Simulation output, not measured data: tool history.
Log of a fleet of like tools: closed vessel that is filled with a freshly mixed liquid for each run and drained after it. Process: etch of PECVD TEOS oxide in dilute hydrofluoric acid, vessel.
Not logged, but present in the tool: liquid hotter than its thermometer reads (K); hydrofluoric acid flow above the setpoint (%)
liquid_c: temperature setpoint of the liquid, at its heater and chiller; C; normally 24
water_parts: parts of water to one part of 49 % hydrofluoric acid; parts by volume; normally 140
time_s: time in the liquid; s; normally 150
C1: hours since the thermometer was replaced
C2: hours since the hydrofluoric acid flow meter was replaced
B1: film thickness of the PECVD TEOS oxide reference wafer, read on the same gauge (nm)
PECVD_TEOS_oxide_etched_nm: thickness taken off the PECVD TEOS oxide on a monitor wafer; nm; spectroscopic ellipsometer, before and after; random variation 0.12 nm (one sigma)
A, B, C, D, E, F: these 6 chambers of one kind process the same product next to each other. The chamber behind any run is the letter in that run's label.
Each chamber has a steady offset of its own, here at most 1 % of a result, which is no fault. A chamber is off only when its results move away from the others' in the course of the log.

{"run": "1E", "hour": 3.9, "liquid_c": 24, "water_parts": 140, "time_s": 150, "C1": 2304.7, "C2": 1776.2, "B1": 90.013, "PECVD_TEOS_oxide_etched_nm": 19.674}
{"run": "2D", "hour": 8.1, "liquid_c": 24, "water_parts": 140, "time_s": 150, "C1": 466.6, "C2": 217.0, "B1": 89.988, "PECVD_TEOS_oxide_etched_nm": 19.904}
{"run": "3B", "hour": 12.6, "liquid_c": 24, "water_parts": 140, "time_s": 150, "C1": 1240.1, "C2": 998.0, "B1": 89.981, "PECVD_TEOS_oxide_etched_nm": 19.637}
{"run": "4A", "hour": 19.3, "liquid_c": 24, "water_parts": 140, "time_s": 150, "C1": 186.8, "C2": 1400.0, "B1": 89.961, "PECVD_TEOS_oxide_etched_nm": 19.611}
{"run": "5C", "hour": 25.4, "liquid_c": 24, "water_parts": 140, "time_s": 150, "C1": 655.8, "C2": 1035.5, "B1": 89.955, "PECVD_TEOS_oxide_etched_nm": 20.105}
{"run": "6F", "hour": 31.4, "liquid_c": 24, "water_parts": 140, "time_s": 150, "C1": 2104.2, "C2": 623.4, "B1": 90.001, "PECVD_TEOS_oxide_etched_nm": 19.796}
{"hour": 35.6, "done": "chamber A: hydrofluoric acid flow meter replaced"}
{"run": "7B", "hour": 38.3, "liquid_c": 24, "water_parts": 140, "time_s": 150, "C1": 1265.8, "C2": 1023.7, "B1": 90.036, "PECVD_TEOS_oxide_etched_nm": 19.57}
{"run": "8A", "hour": 45.9, "liquid_c": 24, "water_parts": 140, "time_s": 150, "C1": 213.4, "C2": 10.3, "B1": 90.059, "PECVD_TEOS_oxide_etched_nm": 19.717}
{"run": "9E", "hour": 50.1, "liquid_c": 24, "water_parts": 140, "time_s": 150, "C1": 2350.9, "C2": 1822.4, "B1": 89.981, "PECVD_TEOS_oxide_etched_nm": 19.845}
{"run": "10D", "hour": 55.3, "liquid_c": 28, "water_parts": 140, "time_s": 150, "C1": 513.8, "C2": 264.2, "B1": 90.019, "PECVD_TEOS_oxide_etched_nm": 23.342}
{"run": "11F", "hour": 60.7, "liquid_c": 28, "water_parts": 140, "time_s": 150, "C1": 2133.5, "C2": 652.7, "B1": 90.007, "PECVD_TEOS_oxide_etched_nm": 22.674}
{"run": "12C", "hour": 66.8, "liquid_c": 28, "water_parts": 140, "time_s": 150, "C1": 697.2, "C2": 1076.9, "B1": 90.029, "PECVD_TEOS_oxide_etched_nm": 23.256}
{"run": "13A", "hour": 71.8, "liquid_c": 28, "water_parts": 140, "time_s": 150, "C1": 239.3, "C2": 36.2, "B1": 89.993, "PECVD_TEOS_oxide_etched_nm": 22.961}
{"hour": 76.4, "done": "chamber B: hydrofluoric acid flow meter replaced"}
{"run": "14D", "hour": 77.7, "liquid_c": 28, "water_parts": 140, "time_s": 150, "C1": 536.2, "C2": 286.6, "B1": 89.969, "PECVD_TEOS_oxide_etched_nm": 23.175}
{"run": "15C", "hour": 84.7, "liquid_c": 28, "water_parts": 140, "time_s": 150, "C1": 715.1, "C2": 1094.8, "B1": 89.956, "PECVD_TEOS_oxide_etched_nm": 22.921}
{"hour": 90.8, "done": "chamber C: hydrofluoric acid flow meter replaced"}
{"run": "16B", "hour": 91.6, "liquid_c": 24, "water_parts": 140, "time_s": 150, "C1": 1319.1, "C2": 15.3, "B1": 89.959, "PECVD_TEOS_oxide_etched_nm": 20.101}
{"run": "17F", "hour": 96.9, "liquid_c": 24, "water_parts": 140, "time_s": 150, "C1": 2169.7, "C2": 688.9, "B1": 90.007, "PECVD_TEOS_oxide_etched_nm": 19.934}
{"run": "18E", "hour": 102.4, "liquid_c": 24, "water_parts": 140, "time_s": 150, "C1": 2403.2, "C2": 1874.7, "B1": 90.013, "PECVD_TEOS_oxide_etched_nm": 19.824}
{"run": "19C", "hour": 107.9, "liquid_c": 24, "water_parts": 140, "time_s": 150, "C1": 738.3, "C2": 17.2, "B1": 89.997, "PECVD_TEOS_oxide_etched_nm": 19.942}
{"run": "20B", "hour": 115.3, "liquid_c": 24, "water_parts": 140, "time_s": 150, "C1": 1342.8, "C2": 39.0, "B1": 90.038, "PECVD_TEOS_oxide_etched_nm": 20.302}
{"run": "21A", "hour": 122.6, "liquid_c": 24, "water_parts": 140, "time_s": 150, "C1": 290.1, "C2": 87.0, "B1": 90.012, "PECVD_TEOS_oxide_etched_nm": 19.659}
{"run": "22E", "hour": 126.7, "liquid_c": 24, "water_parts": 140, "time_s": 150, "C1": 2427.5, "C2": 1899.0, "B1": 89.951, "PECVD_TEOS_oxide_etched_nm": 19.853}
{"run": "23F", "hour": 133.1, "liquid_c": 24, "water_parts": 140, "time_s": 150, "C1": 2205.9, "C2": 725.1, "B1": 90.008, "PECVD_TEOS_oxide_etched_nm": 19.923}
{"run": "24D", "hour": 139.2, "liquid_c": 24, "water_parts": 140, "time_s": 150, "C1": 597.7, "C2": 348.1, "B1": 89.991, "PECVD_TEOS_oxide_etched_nm": 20.044}
{"hour": 144.5, "done": "chamber E: thermometer replaced"}
{"run": "25B", "hour": 146.7, "liquid_c": 24, "water_parts": 140, "time_s": 150, "C1": 1374.2, "C2": 70.4, "B1": 90.034, "PECVD_TEOS_oxide_etched_nm": 20.522}
{"run": "26D", "hour": 152.9, "liquid_c": 24, "water_parts": 140, "time_s": 150, "C1": 611.4, "C2": 361.8, "B1": 89.99, "PECVD_TEOS_oxide_etched_nm": 19.895}
{"run": "27F", "hour": 156.7, "liquid_c": 24, "water_parts": 140, "time_s": 150, "C1": 2229.5, "C2": 748.7, "B1": 90.012, "PECVD_TEOS_oxide_etched_nm": 19.82}
{"run": "28A", "hour": 160.1, "liquid_c": 24, "water_parts": 140, "time_s": 150, "C1": 327.6, "C2": 124.5, "B1": 90.009, "PECVD_TEOS_oxide_etched_nm": 19.608}
{"hour": 161.2, "done": "chamber E: hydrofluoric acid flow meter replaced"}
{"run": "29E", "hour": 166.3, "liquid_c": 24, "water_parts": 140, "time_s": 150, "C1": 21.9, "C2": 5.1, "B1": 89.963, "PECVD_TEOS_oxide_etched_nm": 19.72}
{"run": "30C", "hour": 171.5, "liquid_c": 24, "water_parts": 140, "time_s": 150, "C1": 801.9, "C2": 80.8, "B1": 90.025, "PECVD_TEOS_oxide_etched_nm": 19.952}
{"run": "31A", "hour": 177.6, "liquid_c": 24, "water_parts": 140, "time_s": 150, "C1": 345.1, "C2": 142.0, "B1": 89.995, "PECVD_TEOS_oxide_etched_nm": 19.501}
{"run": "32E", "hour": 184.7, "liquid_c": 24, "water_parts": 140, "time_s": 150, "C1": 40.3, "C2": 23.5, "B1": 90.023, "PECVD_TEOS_oxide_etched_nm": 19.938}
{"run": "33C", "hour": 190.5, "liquid_c": 24, "water_parts": 140, "time_s": 150, "C1": 820.9, "C2": 99.8, "B1": 90.012, "PECVD_TEOS_oxide_etched_nm": 19.936}
{"run": "34F", "hour": 195.2, "liquid_c": 24, "water_parts": 140, "time_s": 150, "C1": 2268.0, "C2": 787.2, "B1": 89.983, "PECVD_TEOS_oxide_etched_nm": 19.744}
{"run": "35D", "hour": 201.4, "liquid_c": 24, "water_parts": 140, "time_s": 150, "C1": 659.9, "C2": 410.3, "B1": 90.0, "PECVD_TEOS_oxide_etched_nm": 19.829}
{"run": "36B", "hour": 206.9, "liquid_c": 24, "water_parts": 140, "time_s": 150, "C1": 1434.4, "C2": 130.6, "B1": 90.039, "PECVD_TEOS_oxide_etched_nm": 21.082}
{"run": "37E", "hour": 211.4, "liquid_c": 24, "water_parts": 140, "time_s": 150, "C1": 67.0, "C2": 50.2, "B1": 89.988, "PECVD_TEOS_oxide_etched_nm": 19.606}
{"run": "38A", "hour": 215.0, "liquid_c": 24, "water_parts": 140, "time_s": 150, "C1": 382.5, "C2": 179.4, "B1": 89.997, "PECVD_TEOS_oxide_etched_nm": 19.785}
{"run": "39B", "hour": 218.8, "liquid_c": 24, "water_parts": 140, "time_s": 150, "C1": 1446.3, "C2": 142.5, "B1": 90.035, "PECVD_TEOS_oxide_etched_nm": 21.084}
{"run": "40D", "hour": 225.3, "liquid_c": 24, "water_parts": 140, "time_s": 150, "C1": 683.8, "C2": 434.2, "B1": 89.995, "PECVD_TEOS_oxide_etched_nm": 20.073}
{"run": "41C", "hour": 231.8, "liquid_c": 24, "water_parts": 140, "time_s": 150, "C1": 862.2, "C2": 141.1, "B1": 90.009, "PECVD_TEOS_oxide_etched_nm": 19.804}
{"run": "42F", "hour": 237.9, "liquid_c": 24, "water_parts": 140, "time_s": 150, "C1": 2310.7, "C2": 829.9, "B1": 90.009, "PECVD_TEOS_oxide_etched_nm": 19.813}
{"run": "43D", "hour": 241.5, "liquid_c": 24, "water_parts": 140, "time_s": 150, "C1": 700.0, "C2": 450.4, "B1": 90.009, "PECVD_TEOS_oxide_etched_nm": 19.934}

What goes on in this fleet: one chamber off, a drifting gauge, or nothing beyond the chambers' own small offsets? Name the chamber and the cause, if any.

It is chamber B that slowly wanders off from its peers.
Likeliest cause: liquid hotter than its thermometer reads (K) = 2.11.

Below are 4 candidate recipes for chamber B's next run, each the usual settings with a change, their results shown as question marks. Which of them brings B's results back in line with what the other chambers give on the usual settings?
In line here means within this much of the mean the other chambers give on the usual settings: PECVD_TEOS_oxide_etched_nm 0.420 nm
{"run": "44B-1", "hour": 247.0, "liquid_c": 24.5, "water_parts": 125, "time_s": 150, "PECVD_TEOS_oxide_etched_nm": "?"}
{"run": "44B-2", "hour": 247.0, "liquid_c": 24.0, "water_parts": 150, "time_s": 140, "PECVD_TEOS_oxide_etched_nm": "?"}
{"run": "44B-3", "hour": 247.0, "liquid_c": 26.0, "water_parts": 140, "time_s": 150, "PECVD_TEOS_oxide_etched_nm": "?"}
{"run": "44B-4", "hour": 247.0, "liquid_c": 24.0, "water_parts": 145, "time_s": 145, "PECVD_TEOS_oxide_etched_nm": "?"}

Average result of the remaining chambers running the usual settings: PECVD_TEOS_oxide_etched_nm 19.819 nm
run=44B-1 PECVD_TEOS_oxide_etched_nm=24.781
run=44B-2 PECVD_TEOS_oxide_etched_nm=18.402
run=44B-3 PECVD_TEOS_oxide_etched_nm=23.036
run=44B-4 PECVD_TEOS_oxide_etched_nm=19.823
Change 44B-4 lands the chamber within the allowed miss of the other chambers.
